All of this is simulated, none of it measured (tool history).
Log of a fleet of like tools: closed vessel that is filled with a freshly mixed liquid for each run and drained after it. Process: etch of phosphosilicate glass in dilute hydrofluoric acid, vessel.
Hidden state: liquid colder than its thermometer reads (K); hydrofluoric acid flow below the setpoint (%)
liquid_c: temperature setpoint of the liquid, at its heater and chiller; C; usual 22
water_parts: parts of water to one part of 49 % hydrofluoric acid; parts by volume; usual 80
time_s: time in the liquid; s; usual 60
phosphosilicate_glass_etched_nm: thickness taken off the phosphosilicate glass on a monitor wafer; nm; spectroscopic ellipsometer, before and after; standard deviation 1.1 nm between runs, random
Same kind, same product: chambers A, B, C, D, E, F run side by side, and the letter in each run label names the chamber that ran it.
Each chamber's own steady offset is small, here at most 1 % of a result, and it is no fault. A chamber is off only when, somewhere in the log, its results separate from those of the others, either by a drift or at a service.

run,day,liquid_c,water_parts,time_s,hours since the thermometer was replaced,hours since the hydrofluoric acid flow meter was replaced,"read-back film thickness of the phosphosilicate glass reference wafer, read on the same gauge (nm)",phosphosilicate_glass_etched_nm
1C,0.292,22,80,60,1985.3,1324.8,29.969,127.28
2B,0.696,22,80,60,447.7,274.8,30.004,128.26
3F,1.221,22,80,60,1597.9,139.6,30,125.78
4A,1.75,22,80,60,1975.5,93.7,29.983,129.46
5E,2,22,50,75,1014.7,206,30.002,263.77
6D,2.367,22,50,75,578.1,480.4,30.021,257.43
7F,2.875,22,50,75,1637.6,179.3,29.968,266.89
8C,3.3,22,50,75,2057.5,1397,29.942,259.23
9E,3.638,22,50,75,1054,245.3,29.998,260.97
10B,3.896,22,50,75,524.5,351.6,30.03,266.31
11A,4.154,22,80,60,2033.2,151.4,30.023,128.16
12D,4.462,22,80,60,628.4,530.7,30.003,123.89
13E,4.771,22,80,60,1081.2,272.5,30.046,126.09
14F,5.192,22,80,60,1693.2,234.9,30.003,126.53
15A,5.646,22,80,60,2069,187.2,29.974,126.11
16B,6.017,22,80,60,575.4,402.5,30.006,126.99
17C,6.517,19,45,60,2134.7,1474.2,29.994,204.16
18D,6.979,19,45,60,688.8,591.1,30.005,202.38
19C,7.258,19,45,60,2152.5,1492,29.989,201.87
20A,7.679,19,45,60,2117.8,236,30.028,206.29
21F,8.067,19,45,60,1762.2,303.9,29.987,209.04
22D,8.396,19,45,60,722.8,625.1,29.992,202.66
23B,8.917,22,80,60,645,472.1,30.001,125.5
24E,9.283,22,80,60,1189.5,380.8,29.983,125.05
25F,9.562,22,80,60,1798.1,339.8,30.012,126.33
26C,9.85,22,80,60,2214.7,1554.2,29.995,127.48
27D,10.2,26.5,45,60,766.1,668.4,30.044,279.13
28E,10.725,26.5,45,60,1224.1,415.4,30.028,282.42
29A,11.254,26.5,45,60,2203.6,321.8,30.024,277.52
30B,11.646,26.5,45,60,710.5,537.6,29.997,282.65
31E,11.912,26.5,45,60,1252.6,443.9,30.027,279.79
32F,12.412,26.5,45,60,1866.5,408.2,30.015,282.45
33A,12.775,22,80,60,2240.1,358.3,30.021,120.56
34C,13.146,22,80,60,2293.8,1633.3,30.006,127.08
# day 13.579: chamber B: hydrofluoric acid flow meter replaced
35B,13.604,22,80,60,757.5,0.7,29.986,128.31
36D,14.138,22,80,60,860.6,762.9,30.01,126.54
37D,14.592,18,80,90,871.5,773.8,30.003,161.01
38F,15.067,18,80,90,1930.2,471.9,30.001,163.58
39C,15.542,18,80,90,2351.3,1690.8,29.991,160.36
40E,15.8,18,80,90,1345.9,537.2,29.993,161.96
41A,16.075,18,80,90,2319.3,437.5,30.036,147.81

What goes on in this fleet: one chamber off, a drifting gauge, or nothing beyond the chambers' own small offsets? Name the chamber and the cause, if any.

One chamber, A, drifts off from the rest bit by bit.
Most likely cause: liquid colder than its thermometer reads (K) = 2.11.
From this log alone, it may not be told apart from: hydrofluoric acid flow below the setpoint (%).

Below are 4 candidate recipes for chamber A's next run, each the usual settings with a change, their results shown as question marks. Which of them brings A's results back in line with what the other chambers give on the usual settings?
In line here means within this much of the mean the other chambers give on the usual settings: phosphosilicate_glass_etched_nm 3.9 nm
42A-1,16.488,22,75,60,,,,?
42A-2,16.488,21.5,80,60,,,,?
42A-3,16.488,22.5,80,60,,,,?
42A-4,16.488,22,85,60,,,,?

Average result of the remaining chambers running the usual settings: phosphosilicate_glass_etched_nm 126.12 nm
run,phosphosilicate_glass_etched_nm
42A-1,124.72
42A-2,113.79
42A-3,118.68
42A-4,108.76
Change 42A-1 lands the chamber within the allowed miss of the other chambers.

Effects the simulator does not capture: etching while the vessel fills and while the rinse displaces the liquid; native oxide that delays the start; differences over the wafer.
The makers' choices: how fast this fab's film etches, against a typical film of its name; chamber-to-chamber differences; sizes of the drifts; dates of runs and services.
